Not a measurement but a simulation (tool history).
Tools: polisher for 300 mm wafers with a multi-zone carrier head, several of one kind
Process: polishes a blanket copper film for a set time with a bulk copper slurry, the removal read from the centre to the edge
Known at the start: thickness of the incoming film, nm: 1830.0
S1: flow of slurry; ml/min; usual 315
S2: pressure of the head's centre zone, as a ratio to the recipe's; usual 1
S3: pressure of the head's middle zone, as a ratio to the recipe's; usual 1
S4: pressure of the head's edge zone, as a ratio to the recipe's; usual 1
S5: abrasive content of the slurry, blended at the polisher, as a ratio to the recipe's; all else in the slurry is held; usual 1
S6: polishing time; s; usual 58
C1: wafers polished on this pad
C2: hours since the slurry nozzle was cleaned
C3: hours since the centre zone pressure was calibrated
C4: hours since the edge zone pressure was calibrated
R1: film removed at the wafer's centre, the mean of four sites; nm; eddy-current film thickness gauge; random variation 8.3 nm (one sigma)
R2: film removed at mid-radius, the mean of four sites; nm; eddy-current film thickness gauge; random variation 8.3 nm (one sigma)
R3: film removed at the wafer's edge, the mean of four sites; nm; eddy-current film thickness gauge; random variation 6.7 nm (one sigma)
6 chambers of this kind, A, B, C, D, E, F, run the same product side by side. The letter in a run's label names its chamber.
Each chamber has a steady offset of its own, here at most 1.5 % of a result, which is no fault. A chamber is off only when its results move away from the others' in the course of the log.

run   hour   S1    S2    S3    S4  S5  S6    C1     C2      C3      C4      R1      R2      R3
 1F    7.3  315     1     1     1   1  58   683  371.3   157.9   804.3  768.48  778.66  777.98
      17.5  -- chamber C: worn pad replaced by a new one
 2E   20.4  315     1     1     1   1  58   398    499  1113.7   208.2  779.65  783.05  772.56
 3B   30.5  315     1     1     1   1  58   799  270.7   467.1   173.8  763.95     772  771.82
      32.8  -- chamber D: worn pad replaced by a new one
 4C   41.9  315     1     1     1   1  58   329   43.8     848   496.9  766.36  763.25   766.3
      46.4  -- chamber B: worn pad replaced by a new one
 5D   51.7  315     1     1     1   1  58   255  297.2    81.4    83.5  787.64  771.08  786.35
      60.8  -- chamber E: worn pad replaced by a new one
        61  -- chamber A: worn pad replaced by a new one
 6A   64.1  315     1     1     1   1  58    43    214   764.7  1058.2  762.38  776.72  783.61
      65.5  -- chamber F: worn pad replaced by a new one
      66.6  -- chamber B: centre zone pressure recalibrated
 7A     76  315     1     1     1   1  58   203  225.9   776.6  1070.1  765.36   785.6  772.09
 8F   82.1  315     1     1     1   1  58   225  446.1   232.7   879.1  773.23  761.09  779.38
        83  -- chamber C: worn pad replaced by a new one
 9D   93.3  315     1     1     1   1  58   817  338.8     123   125.1  791.46  762.32  773.96
       103  -- chamber E: centre zone pressure recalibrated
10C    106  315     1     1     1   1  69   311  107.9   912.1     561  902.89  933.54   910.5
     107.9  -- chamber D: worn pad replaced by a new one
     112.1  -- chamber B: worn pad replaced by a new one
11B  113.7  315     1     1     1   1  69    21  353.9    47.2     257  931.91  901.24  926.16
12E  126.3  315     1     1     1   1  69   884  604.9    23.3   314.1  905.81  910.19  937.76
     126.9  -- chamber F: slurry nozzle cleaned
     130.7  -- chamber A: worn pad replaced by a new one
13B  137.5  315     1     1     1   1  69   342  377.7      71   280.8  915.32  919.15  923.25
14C  145.2  315     1     1     1   1  69   840  147.1   951.3   600.2  920.91  918.25  915.22
     147.7  -- chamber E: worn pad replaced by a new one
15A  153.2  315     1     1     1   1  69   305  303.1   853.8  1147.3  911.58  913.83  925.58
16E  161.4  315     1     1     1   1  58   185    640    58.4   349.2   758.8  777.15  773.55
     164.3  -- chamber C: worn pad replaced by a new one
     169.6  -- chamber F: worn pad replaced by a new one
17D  173.9  315     1     1     1   1  58   892  419.4   203.6   205.7  773.28  759.83  759.41
18F  184.5  315     1     1     1   1  58   201   57.6   335.1   981.5  756.61  765.88   771.8
     189.5  -- chamber B: worn pad replaced by a new one
     192.1  -- chamber D: worn pad replaced by a new one
19F  192.2  315     1     1     1   1  58   305   65.3   342.8   989.2  773.21  761.34  768.86
     200.1  -- chamber C: slurry nozzle cleaned
     201.2  -- chamber F: centre zone pressure recalibrated
20A  203.6  315     1     1     1   1  58   985  353.5   904.2  1197.7  767.06  769.68  769.08
     210.3  -- chamber A: worn pad replaced by a new one
     211.7  -- chamber C: centre zone pressure recalibrated
     211.8  -- chamber E: slurry nozzle cleaned
21C  212.9  315     1     1     1   1  58   656   12.8     1.2   667.9  765.28  759.51  779.96
     214.7  -- chamber A: edge zone pressure recalibrated
     217.6  -- chamber E: worn pad replaced by a new one
22E  225.1  315     1     1     1   1  58   101   13.3   122.1   412.9  775.37  763.79  785.72
23B  233.9  315     1  1.06     1   1  58   599  474.1   167.4   377.2  794.87   828.1  784.92
     237.2  -- chamber C: worn pad replaced by a new one
24D  242.3  315     1  1.06     1   1  58   678  487.8     272   274.1  791.55  824.71  780.26
25A  250.6  315     1  1.06     1   1  58   545  400.5   951.2    35.9  773.27  813.51  784.39
     251.7  -- chamber B: slurry nozzle cleaned
26D  261.2  315     1  1.06     1   1  58   933  506.7   290.9     293  783.35  814.99  771.86
     262.3  -- chamber B: worn pad replaced by a new one
     264.1  -- chamber D: worn pad replaced by a new one
     264.3  -- chamber D: slurry nozzle cleaned
     266.5  -- chamber F: worn pad replaced by a new one
27F  270.9  315     1  1.06     1   1  58    59    144    69.8  1067.9  774.94  799.65  777.06
     276.2  -- chamber A: worn pad replaced by a new one
28E  277.6  315     1  1.06     1   1  58   810   65.8   174.6   465.4  787.47  817.78  764.16
     281.6  -- chamber D: edge zone pressure recalibrated
29B  283.6  315  0.88     1     1   1  58   288   31.9   217.1   426.9  676.45  783.09  780.12
     289.1  -- chamber E: worn pad replaced by a new one
30C  290.6  315  0.88     1     1   1  58   721   90.5    78.9   745.6  668.17   774.6  783.36
31B  303.3  315  0.88     1     1   1  58   554   51.6   236.8   446.6  668.18  776.19  775.85
     305.6  -- chamber C: worn pad replaced by a new one
32C  311.6  315  0.88     1     1   1  58    81  111.5    99.9   766.6  672.35  773.11  763.55
33A  319.8  315  0.88     1     1   1  58   589  469.7  1020.4   105.1  666.13  767.01   763.2
34D  329.4  315  0.88     1     1   1  58   882   65.1   359.1    47.8  679.53  771.86  786.82
35F  341.6  315     1     1     1   1  58  1013  214.7   140.5  1138.6  769.61  766.78  781.27
36E  347.7  315     1     1     1   1  58   792  135.9   244.7   535.5   764.5  770.18  768.75
37C  358.5  410     1     1  0.96   1  58   714  158.4   146.8   813.5  773.45  789.02  774.13
     362.4  -- chamber A: worn pad replaced by a new one
     370.7  -- chamber E: worn pad replaced by a new one
38A    371  410     1     1  0.96   1  58   116  520.9  1071.6   156.3  799.67  784.46  790.79
39E  380.3  410     1     1  0.96   1  58   130  168.5   277.3   568.1   784.7  787.32  770.54

Next, every chamber runs the same settings. What will each give?
40A  389.9  315   1   1   1   1  58                   ?   ?   ?
40B  389.9  315   1   1   1   1  58                   ?   ?   ?
40C  389.9  315   1   1   1   1  58                   ?   ?   ?
40D  389.9  315   1   1   1   1  58                   ?   ?   ?
40E  389.9  315   1   1   1   1  58                   ?   ?   ?
40F  389.9  315   1   1   1   1  58                   ?   ?   ?

run      R1      R2      R3
40A  760.62  765.95  776.63
40B  784.62  781.61  779.73
40C  761.89  774.98  760.12
40D   780.9  782.84  766.08
40E  767.47  776.02  776.26
40F  754.48  767.76  781.28
